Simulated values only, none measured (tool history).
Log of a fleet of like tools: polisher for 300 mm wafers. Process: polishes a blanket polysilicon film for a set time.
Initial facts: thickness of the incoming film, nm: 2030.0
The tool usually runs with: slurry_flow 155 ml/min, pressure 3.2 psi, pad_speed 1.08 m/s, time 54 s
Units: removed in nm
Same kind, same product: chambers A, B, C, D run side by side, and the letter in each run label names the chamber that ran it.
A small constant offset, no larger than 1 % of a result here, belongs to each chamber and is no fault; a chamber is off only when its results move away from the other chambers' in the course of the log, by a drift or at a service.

run   hour  slurry_flow  pressure  pad_speed  time  wafers polished on this pad  hours since the slurry nozzle was cleaned  hours since the head pressure was calibrated  removed
      11.1  -- chamber C: worn pad replaced by a new one
 1D   11.5          155       3.2       1.08    54                          449                                      302.3                                        1419.3   668.51
 2A   19.0          155       3.2       1.08    54                          725                                      653.0                                        1030.3   642.00
 3B   27.7          155       3.2       1.08    54                          922                                      694.4                                         400.5   651.47
 4C   40.6          155       3.2       1.08    54                          494                                      359.1                                         747.8   653.67
      41.8  -- chamber A: worn pad replaced by a new one
      46.0  -- chamber B: slurry nozzle cleaned
 5C   52.2          155       3.2       1.08    54                          688                                      370.7                                         759.4   652.53
      59.7  -- chamber B: worn pad replaced by a new one
 6A   66.7          155       3.2       1.08    54                          417                                      700.7                                        1078.0   661.91
      69.0  -- chamber C: worn pad replaced by a new one
      74.3  -- chamber D: worn pad replaced by a new one
 7D   77.1          155       3.2       1.08    54                           47                                      367.9                                        1484.9   661.64
      87.4  -- chamber A: slurry nozzle cleaned
 8B   89.4          155       2.2       1.08    54                          497                                       43.4                                         462.2   458.06
 9A  102.0          155       2.2       1.08    54                         1007                                       14.7                                        1113.3   447.86
     102.8  -- chamber C: head pressure recalibrated
10B  111.7          155       2.2       1.08    54                          870                                       65.7                                         484.5   456.60
     112.2  -- chamber A: worn pad replaced by a new one
11C  123.0          155       2.2       1.08    54                          902                                      441.5                                          20.2   442.89
12D  134.6          155       3.2       1.08    54                         1008                                      425.4                                        1542.4   645.45
     141.1  -- chamber C: worn pad replaced by a new one
     147.1  -- chamber D: worn pad replaced by a new one
13D  147.4          155       2.2       0.92    54                            5                                      438.2                                        1555.2   380.27
     150.2  -- chamber B: worn pad replaced by a new one
14A  158.0          155       2.2       0.92    54                          766                                       70.7                                        1169.3   382.67
     162.9  -- chamber A: head pressure recalibrated
15B  165.1          155       2.2       0.92    54                          250                                      119.1                                         537.9   383.11
16C  174.1          155       2.2       0.92    54                          551                                      492.6                                          71.3   377.28
17B  180.9          155       3.2       1.08    54                          514                                      134.9                                         553.7   657.56
     183.8  -- chamber A: worn pad replaced by a new one
18D  190.8          155       2.8       0.80    54                          730                                      481.6                                        1598.6   424.36
19A  201.2          155       2.8       0.80    54                          291                                      113.9                                          38.4   419.77
     201.5  -- chamber D: head pressure recalibrated
     203.8  -- chamber C: worn pad replaced by a new one
20C  208.7          155       2.8       0.80    54                           82                                      527.2                                         105.9   429.95
21A  218.8          155       2.8       0.80    54                          585                                      131.5                                          56.0   421.94
     223.6  -- chamber D: worn pad replaced by a new one
22C  229.8          115       3.2       1.08    38                          435                                      548.3                                         127.0   429.34
     234.2  -- chamber B: worn pad replaced by a new one
23D  241.1          115       3.2       1.08    38                          292                                      531.9                                          39.7   478.18
24B  248.8          115       3.2       1.08    38                          245                                      202.8                                         621.6   429.69
     251.8  -- chamber A: worn pad replaced by a new one
25C  257.5          115       3.2       1.08    38                          898                                      576.0                                         154.7   433.95
26D  270.2          155       3.2       1.08    54                          779                                      561.0                                          68.8   739.97
27A  279.4          155       3.2       1.08    54                          462                                      192.1                                         116.6   669.95
28B  291.2          155       3.2       1.08    54                          954                                      245.2                                         664.0   652.89
     301.6  -- chamber D: worn pad replaced by a new one
29B  302.8          155       3.2       1.08    54                         1148                                      256.8                                         675.6   649.98
     308.2  -- chamber A: worn pad replaced by a new one
30D  315.2          155       3.2       1.08    54                          227                                      606.0                                         113.8   709.36
31A  327.3          155       3.2       1.08    54                          320                                      240.0                                         164.5   666.01

Predict what each chamber gives when all 4 of them run the settings below next.
32A  337.7          155       3.2       1.08    54                                                                                                                              ?
32B  337.7          155       3.2       1.08    54                                                                                                                              ?
32C  337.7          155       3.2       1.08    54                                                                                                                              ?
32D  337.7          155       3.2       1.08    54                                                                                                                              ?

run  removed
32A   655.33
32B   668.15
32C   644.80
32D   736.29
